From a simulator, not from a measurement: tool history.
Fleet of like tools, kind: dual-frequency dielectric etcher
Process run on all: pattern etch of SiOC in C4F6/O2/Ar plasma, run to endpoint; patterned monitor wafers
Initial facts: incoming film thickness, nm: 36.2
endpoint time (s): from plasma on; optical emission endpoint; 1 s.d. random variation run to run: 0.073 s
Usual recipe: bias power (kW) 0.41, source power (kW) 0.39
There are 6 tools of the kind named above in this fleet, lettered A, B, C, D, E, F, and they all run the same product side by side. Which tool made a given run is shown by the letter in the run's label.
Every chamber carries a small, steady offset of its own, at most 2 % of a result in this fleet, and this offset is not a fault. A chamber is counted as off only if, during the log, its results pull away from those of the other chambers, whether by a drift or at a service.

run	hour	bias power (kW)	source power (kW)	hours since the last wet clean	hours since the last bias power generator calibration	hours since the last source power generator calibration	endpoint time (s)
1A	3.1	0.41	0.39	465.3	301.7	2200.2	13.335
2C	5.8	0.41	0.39	246.7	94.7	1216.8	13.212
3D	8.9	0.41	0.39	280.6	1898.2	1052.2	13.099
4F	12.5	0.41	0.39	304.3	1702.8	3167.8	13.241
5B	15.7	0.41	0.39	87.6	1191.6	160.9	13.261
6E	20.5	0.41	0.39	445.6	691.7	1011.3	13.162
7B	25.4	0.41	0.39	97.3	1201.3	170.6	13.207
8E	30.4	0.41	0.39	455.5	701.6	1021.2	13.201
9F	35.8	0.41	0.39	327.6	1726.1	3191.1	13.18
10D	38.9	0.41	0.39	310.6	1928.2	1082.2	13.039
11C	41.9	0.41	0.39	282.8	130.8	1252.9	13.296
12A	44.5	0.41	0.47	506.7	343.1	2241.6	12.325
13B	47.8	0.41	0.47	119.7	1223.7	193	12.481
14A	50.4	0.41	0.47	512.6	349	2247.5	12.473
15F	55.1	0.41	0.47	346.9	1745.4	3210.4	12.417
16E	58.6	0.41	0.47	483.7	729.8	1049.4	12.328
17C	63.8	0.41	0.47	304.7	152.7	1274.8	12.478
18D	67.5	0.41	0.39	339.2	1956.8	1110.8	13.011
19C	71.3	0.41	0.39	312.2	160.2	1282.3	13.435
# hour 74: chamber A: wet clean of the chamber
20A	75.1	0.41	0.39	1.1	373.7	2272.2	13.286
# hour 78.2: chamber E: wet clean of the chamber
21E	79.5	0.41	0.39	1.3	750.7	1070.3	13.402
22B	83.8	0.41	0.39	155.7	1259.7	229	13.483
23F	88	0.41	0.39	379.8	1778.3	3243.3	13.273
24D	91.8	0.41	0.39	363.5	1981.1	1135.1	13.144
25B	94.7	0.41	0.39	166.6	1270.6	239.9	13.218
26A	100	0.41	0.39	26	398.6	2297.1	13.239
27C	105.6	0.41	0.39	346.5	194.5	1316.6	13.48
28E	109.8	0.41	0.39	31.6	781	1100.6	13.271
29D	113.9	0.41	0.39	385.6	2003.2	1157.2	12.984
30F	118.3	0.41	0.39	410.1	1808.6	3273.6	13.206
31C	121.1	0.41	0.39	362	210	1332.1	13.622
32B	124.9	0.41	0.39	196.8	1300.8	270.1	13.257
33E	129.1	0.41	0.39	50.9	800.3	1119.9	13.258
34D	131.7	0.41	0.39	403.4	2021	1175	13.078
35A	135.7	0.41	0.39	61.7	434.3	2332.8	13.288
36F	139.3	0.41	0.39	431.1	1829.6	3294.6	13.162
# hour 141.4: chamber D: wet clean of the chamber
37A	144.7	0.366	0.39	70.7	443.3	2341.8	13.899
38E	147.9	0.366	0.39	69.7	819.1	1138.7	13.789
39D	150.5	0.366	0.39	9.2	2039.8	1193.8	13.54
40B	153.1	0.366	0.39	225	1329	298.3	13.972
41C	158	0.366	0.39	398.9	246.9	1369	14.203

All chambers now run identical settings, listed one chamber a line with results as question marks. What results will each chamber show?
42A	162.1	0.367	0.39				?
42B	162.1	0.367	0.39				?
42C	162.1	0.367	0.39				?
42D	162.1	0.367	0.39				?
42E	162.1	0.367	0.39				?
42F	162.1	0.367	0.39				?

run	endpoint time (s)
42A	13.861
42B	13.858
42C	14.265
42D	13.555
42E	13.635
42F	13.845

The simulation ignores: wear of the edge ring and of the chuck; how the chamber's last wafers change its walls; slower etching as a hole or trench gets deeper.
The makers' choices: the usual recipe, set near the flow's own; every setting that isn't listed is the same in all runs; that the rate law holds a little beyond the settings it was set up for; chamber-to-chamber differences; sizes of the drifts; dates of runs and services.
